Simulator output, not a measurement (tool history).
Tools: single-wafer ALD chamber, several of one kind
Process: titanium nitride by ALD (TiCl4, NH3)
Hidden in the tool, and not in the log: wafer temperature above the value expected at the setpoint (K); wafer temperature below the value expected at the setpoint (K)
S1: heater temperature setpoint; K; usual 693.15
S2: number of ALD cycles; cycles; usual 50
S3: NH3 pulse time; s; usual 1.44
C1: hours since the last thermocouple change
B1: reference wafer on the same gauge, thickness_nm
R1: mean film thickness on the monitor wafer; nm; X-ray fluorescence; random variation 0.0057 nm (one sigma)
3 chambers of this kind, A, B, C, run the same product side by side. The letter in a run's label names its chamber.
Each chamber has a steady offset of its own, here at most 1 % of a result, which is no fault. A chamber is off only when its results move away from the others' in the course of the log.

run,hour,S1,S2,S3,C1,B1,R1
1C,6.0,693.15,50,1.44,425.3,1.1799,1.1016
2B,17.6,693.15,50,1.44,2302.3,1.1794,1.0973
3A,26.9,693.15,50,1.44,84.9,1.1793,1.0997
4A,37.0,693.15,50,1.44,95.0,1.1798,1.0887
5B,45.3,693.15,50,1.44,2330.0,1.1803,1.0877
6C,55.9,693.15,50,1.44,475.2,1.1789,1.1007
7C,67.1,693.15,50,1.44,486.4,1.1806,1.0993
8B,74.3,693.15,50,1.44,2359.0,1.1806,1.0978
9A,82.2,693.15,50,1.44,140.2,1.1787,1.0957
10A,93.3,693.15,50,1.44,151.3,1.1797,1.1051
11C,103.3,693.15,50,1.44,522.6,1.1803,1.1049
12B,114.0,706.15,50,1.13,2398.7,1.1800,1.0810
13B,124.6,706.15,50,1.13,2409.3,1.1804,1.0886
14A,132.9,706.15,50,1.13,190.9,1.1797,1.1014
15C,141.3,693.15,50,1.44,560.6,1.1805,1.1078
16B,147.9,693.15,50,1.44,2432.6,1.1807,1.0889
17C,156.4,693.15,58,1.44,575.7,1.1804,1.2746
18A,161.6,693.15,58,1.44,219.6,1.1803,1.2867
19A,171.9,693.15,58,1.44,229.9,1.1819,1.2783
20C,183.0,693.15,50,1.44,602.3,1.1808,1.0977
21B,192.0,693.15,50,1.44,2476.7,1.1792,1.1024
22A,200.3,693.15,50,1.44,258.3,1.1801,1.0866
23C,210.2,693.15,50,1.44,629.5,1.1805,1.0954
24B,221.9,693.15,50,1.44,2506.6,1.1799,1.0963
25B,227.5,693.15,54,1.99,2512.2,1.1803,1.1996
26C,235.5,693.15,54,1.99,654.8,1.1806,1.2094
27A,243.7,693.15,54,1.99,301.7,1.1795,1.2071
# hour 247.1: chamber B: thermocouple changed; heater temperature recalibrated
28B,250.4,693.15,50,1.44,3.3,1.1810,1.1031
29C,261.2,693.15,50,1.44,680.5,1.1784,1.1081
30A,270.1,693.15,50,1.44,328.1,1.1798,1.0908
31B,280.2,693.15,50,1.44,33.1,1.1814,1.0864
32A,289.5,693.15,50,1.44,347.5,1.1787,1.1016
33C,296.0,693.15,50,1.44,715.3,1.1800,1.0992
34A,301.8,693.15,50,1.44,359.8,1.1805,1.0971
35B,307.4,693.15,50,1.44,60.3,1.1804,1.0903

What goes on in this fleet: one chamber off, a drifting gauge, or nothing beyond the chambers' own small offsets? Name the chamber and the cause, if any.

No chamber stands off beyond its own small offset, and the gauge holds steady.
